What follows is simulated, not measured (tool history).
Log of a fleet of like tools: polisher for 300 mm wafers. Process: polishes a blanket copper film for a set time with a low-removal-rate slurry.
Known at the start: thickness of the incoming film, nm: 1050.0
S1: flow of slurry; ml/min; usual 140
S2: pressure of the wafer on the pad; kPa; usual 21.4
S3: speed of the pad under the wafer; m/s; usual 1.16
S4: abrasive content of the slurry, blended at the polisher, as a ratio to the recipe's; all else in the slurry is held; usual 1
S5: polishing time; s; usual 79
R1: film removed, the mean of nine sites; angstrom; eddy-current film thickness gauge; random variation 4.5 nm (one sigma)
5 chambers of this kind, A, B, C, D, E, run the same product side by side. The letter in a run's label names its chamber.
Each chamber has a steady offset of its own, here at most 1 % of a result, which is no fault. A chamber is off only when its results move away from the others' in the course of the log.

Run 1C, hour 5.8: usual settings. Result: R1 3136.5 angstrom.
At hour 12.4: chamber D: slurry blender recalibrated.
Run 2B, hour 13.5: usual settings. Result: R1 3304.6 angstrom.
At hour 18: chamber C: slurry blender recalibrated.
Run 3A, hour 18.5: usual settings. Result: R1 3167 angstrom.
Run 4D, hour 25: usual settings. Result: R1 3313.6 angstrom.
Run 5E, hour 32.5: usual settings. Result: R1 3224.1 angstrom.
At hour 34.5: chamber E: worn pad replaced by a new one.
At hour 35.8: chamber C: worn pad replaced by a new one.
Run 6A, hour 38.3: usual settings. Result: R1 3341.2 angstrom.
Run 7E, hour 42.7: usual settings. Result: R1 3311.2 angstrom.
At hour 43.3: chamber A: worn pad replaced by a new one.
Run 8D, hour 49.2: usual settings. Result: R1 3248.2 angstrom.
At hour 53.9: chamber D: worn pad replaced by a new one.
Run 9B, hour 55.2: usual settings. Result: R1 3356.5 angstrom.
At hour 57.3: chamber B: worn pad replaced by a new one.
Run 10C, hour 60.7: usual settings. Result: R1 3228.2 angstrom.
At hour 63.5: chamber B: slurry blender recalibrated.
Run 11B, hour 68.4: usual settings. Result: R1 3304.7 angstrom.
Run 12C, hour 72.2: usual settings. Result: R1 3222.6 angstrom.
At hour 77: chamber A: slurry nozzle cleaned.
Run 13E, hour 79.7: usual settings but S2 13.8 kPa, S5 70 s. Result: R1 1847.3 angstrom.
Run 14D, hour 87.8: usual settings but S2 13.8 kPa, S5 70 s. Result: R1 1827.5 angstrom.
Run 15A, hour 93.7: usual settings but S2 13.8 kPa, S5 70 s. Result: R1 1906.6 angstrom.
Run 16D, hour 97.8: usual settings but S2 13.8 kPa, S5 70 s. Result: R1 1845.1 angstrom.
At hour 99.9: chamber E: worn pad replaced by a new one.
Run 17C, hour 103.1: usual settings but S2 13.8 kPa, S5 70 s. Result: R1 1917.1 angstrom.
Run 18B, hour 110.6: usual settings. Result: R1 3290.3 angstrom.
Run 19E, hour 117.8: usual settings. Result: R1 3224.6 angstrom.
Run 20A, hour 124.1: usual settings but S1 170 ml/min. Result: R1 3401.6 angstrom.
At hour 125.8: chamber C: head pressure recalibrated.
Run 21C, hour 131.4: usual settings but S1 170 ml/min. Result: R1 2980 angstrom.
Run 22A, hour 137.8: usual settings but S1 170 ml/min. Result: R1 3392.1 angstrom.
Run 23D, hour 143.2: usual settings but S1 170 ml/min. Result: R1 3385.1 angstrom.
Run 24E, hour 147.2: usual settings but S1 170 ml/min. Result: R1 3399.8 angstrom.
Run 25B, hour 153.9: usual settings. Result: R1 3229.7 angstrom.
Run 26B, hour 160.5: usual settings. Result: R1 3258.8 angstrom.
At hour 162.5: chamber E: worn pad replaced by a new one.
Run 27E, hour 168.5: usual settings. Result: R1 3260.6 angstrom.
At hour 172.3: chamber D: worn pad replaced by a new one.
At hour 173.5: chamber E: slurry blender recalibrated.
Run 28A, hour 176.5: usual settings but S2 26.9 kPa. Result: R1 4101.2 angstrom.
At hour 180.1: chamber D: slurry blender recalibrated.
At hour 183: chamber C: worn pad replaced by a new one.
Run 29C, hour 183.9: usual settings but S2 26.9 kPa. Result: R1 3676.7 angstrom.
Run 30D, hour 191.3: usual settings but S2 26.9 kPa. Result: R1 4184.2 angstrom.
Run 31D, hour 195.1: usual settings but S2 26.9 kPa. Result: R1 4099.3 angstrom.
Run 32E, hour 200.4: usual settings but S2 26.9 kPa. Result: R1 4074 angstrom.
At hour 208: chamber A: worn pad replaced by a new one.
Run 33A, hour 208.2: usual settings but S5 63 s. Result: R1 2660 angstrom.

What goes on in this fleet: one chamber off, a drifting gauge, or nothing beyond the chambers' own small offsets? Name the chamber and the cause, if any.

A service left chamber C off against the others.
Cause: head's pressure below its setpoint, % = 11.8.

Here are 4 candidates for chamber C's next run, each the usual settings with a change, their results left as question marks. Which one brings its results back in line with what the others give on the usual settings?
In line means no further than this from the other chambers' mean on the usual settings: R1 160 angstrom
Run 34C-1, hour 214.5: usual settings but S2 22.1 kPa, S3 1.18 m/s. Result: R1 ?.
Run 34C-2, hour 214.5: usual settings but S1 100 ml/min, S4 0.75. Result: R1 ?.
Run 34C-3, hour 214.5: usual settings but S2 22.8 kPa, S3 1.24 m/s. Result: R1 ?.
Run 34C-4, hour 214.5: usual settings but S2 20.7 kPa, S3 1.14 m/s. Result: R1 ?.

The other chambers' mean on the usual settings: R1 3276.2 angstrom
  run      R1
34C-1  3020.5
34C-2  2513.2
34C-3  3275.3
34C-4  2732.7
34C-3 brings the chamber back in line.

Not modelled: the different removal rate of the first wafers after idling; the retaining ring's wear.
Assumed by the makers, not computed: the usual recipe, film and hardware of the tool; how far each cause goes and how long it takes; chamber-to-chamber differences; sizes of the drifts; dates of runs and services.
